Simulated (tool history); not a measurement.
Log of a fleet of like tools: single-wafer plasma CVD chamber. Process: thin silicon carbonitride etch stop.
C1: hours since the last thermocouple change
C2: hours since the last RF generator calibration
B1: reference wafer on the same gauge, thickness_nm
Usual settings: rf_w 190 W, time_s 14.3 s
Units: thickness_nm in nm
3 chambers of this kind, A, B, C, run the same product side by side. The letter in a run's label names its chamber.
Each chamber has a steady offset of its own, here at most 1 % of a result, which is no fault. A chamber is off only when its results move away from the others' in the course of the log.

run 1B day=0.342 | rf_w=190 time_s=14.3 | C1=884.4 C2=593.6 | B1=8.3638 | thickness_nm=8.0712
run 2A day=0.642 | rf_w=190 time_s=14.3 | C1=667.6 C2=2338.4 | B1=8.3724 | thickness_nm=8.0623
run 3C day=0.904 | rf_w=190 time_s=14.3 | C1=1470.9 C2=820.2 | B1=8.3687 | thickness_nm=8.0430
run 4C day=1.233 | rf_w=190 time_s=14.3 | C1=1478.8 C2=828.1 | B1=8.3704 | thickness_nm=8.0446
run 5B day=1.517 | rf_w=190 time_s=14.3 | C1=912.6 C2=621.8 | B1=8.3750 | thickness_nm=8.0887
run 6A day=1.704 | rf_w=190 time_s=14.3 | C1=693.1 C2=2363.9 | B1=8.3711 | thickness_nm=8.0512
run 7A day=1.879 | rf_w=190 time_s=14.3 | C1=697.3 C2=2368.1 | B1=8.3759 | thickness_nm=8.0146
run 8C day=2.175 | rf_w=190 time_s=14.3 | C1=1501.4 C2=850.7 | B1=8.3699 | thickness_nm=8.0293
run 9B day=2.392 | rf_w=225 time_s=14.3 | C1=933.6 C2=642.8 | B1=8.3675 | thickness_nm=8.4891
run 10C day=2.704 | rf_w=225 time_s=14.3 | C1=1514.1 C2=863.4 | B1=8.3677 | thickness_nm=8.4767
run 11A day=3.000 | rf_w=225 time_s=14.3 | C1=724.2 C2=2395.0 | B1=8.3678 | thickness_nm=8.4716
run 12B day=3.296 | rf_w=190 time_s=14.3 | C1=955.3 C2=664.5 | B1=8.3718 | thickness_nm=8.0781
run 13A day=3.496 | rf_w=170 time_s=15.4 | C1=736.1 C2=2406.9 | B1=8.3718 | thickness_nm=8.3722
run 14C day=3.688 | rf_w=170 time_s=15.4 | C1=1537.7 C2=887.0 | B1=8.3686 | thickness_nm=8.3725
run 15B day=4.054 | rf_w=170 time_s=15.4 | C1=973.5 C2=682.7 | B1=8.3673 | thickness_nm=8.4065
run 16C day=4.429 | rf_w=190 time_s=14.3 | C1=1555.5 C2=904.8 | B1=8.3723 | thickness_nm=8.0376
run 17B day=4.662 | rf_w=190 time_s=14.3 | C1=988.1 C2=697.3 | B1=8.3762 | thickness_nm=8.0806
run 18A day=4.938 | rf_w=190 time_s=14.3 | C1=770.7 C2=2441.5 | B1=8.3702 | thickness_nm=8.0814
run 19C day=5.312 | rf_w=190 time_s=14.3 | C1=1576.7 C2=926.0 | B1=8.3727 | thickness_nm=8.0455
run 20B day=5.683 | rf_w=220 time_s=13.1 | C1=1012.6 C2=721.8 | B1=8.3683 | thickness_nm=7.7538
run 21A day=5.883 | rf_w=220 time_s=13.1 | C1=793.4 C2=2464.2 | B1=8.3641 | thickness_nm=7.7400
run 22B day=6.208 | rf_w=220 time_s=13.1 | C1=1025.2 C2=734.4 | B1=8.3739 | thickness_nm=7.7240
run 23C day=6.429 | rf_w=190 time_s=14.3 | C1=1603.5 C2=952.8 | B1=8.3683 | thickness_nm=8.0284
run 24A day=6.625 | rf_w=160 time_s=16.3 | C1=811.2 C2=2482.0 | B1=8.3730 | thickness_nm=8.7043
run 25C day=6.888 | rf_w=160 time_s=16.3 | C1=1614.5 C2=963.8 | B1=8.3705 | thickness_nm=8.6712
run 26B day=7.212 | rf_w=160 time_s=16.3 | C1=1049.3 C2=758.5 | B1=8.3713 | thickness_nm=8.7232
run 27A day=7.546 | rf_w=190 time_s=14.3 | C1=833.3 C2=2504.1 | B1=8.3727 | thickness_nm=8.0636
run 28C day=7.754 | rf_w=190 time_s=14.3 | C1=1635.3 C2=984.6 | B1=8.3662 | thickness_nm=8.0380
run 29B day=8.125 | rf_w=155 time_s=12.8 | C1=1071.2 C2=780.4 | B1=8.3668 | thickness_nm=6.8004
run 30A day=8.312 | rf_w=155 time_s=12.8 | C1=851.7 C2=2522.5 | B1=8.3704 | thickness_nm=6.7821
run 31B day=8.500 | rf_w=155 time_s=12.8 | C1=1080.2 C2=789.4 | B1=8.3674 | thickness_nm=6.8240
run 32C day=8.862 | rf_w=190 time_s=14.3 | C1=1661.9 C2=1011.2 | B1=8.3639 | thickness_nm=8.0857

Is one chamber off against the others, does the gauge drift, or is nothing wrong? If a chamber is off, say which, and what the likeliest cause is.

No chamber stands off beyond its own small offset, and the gauge holds steady.

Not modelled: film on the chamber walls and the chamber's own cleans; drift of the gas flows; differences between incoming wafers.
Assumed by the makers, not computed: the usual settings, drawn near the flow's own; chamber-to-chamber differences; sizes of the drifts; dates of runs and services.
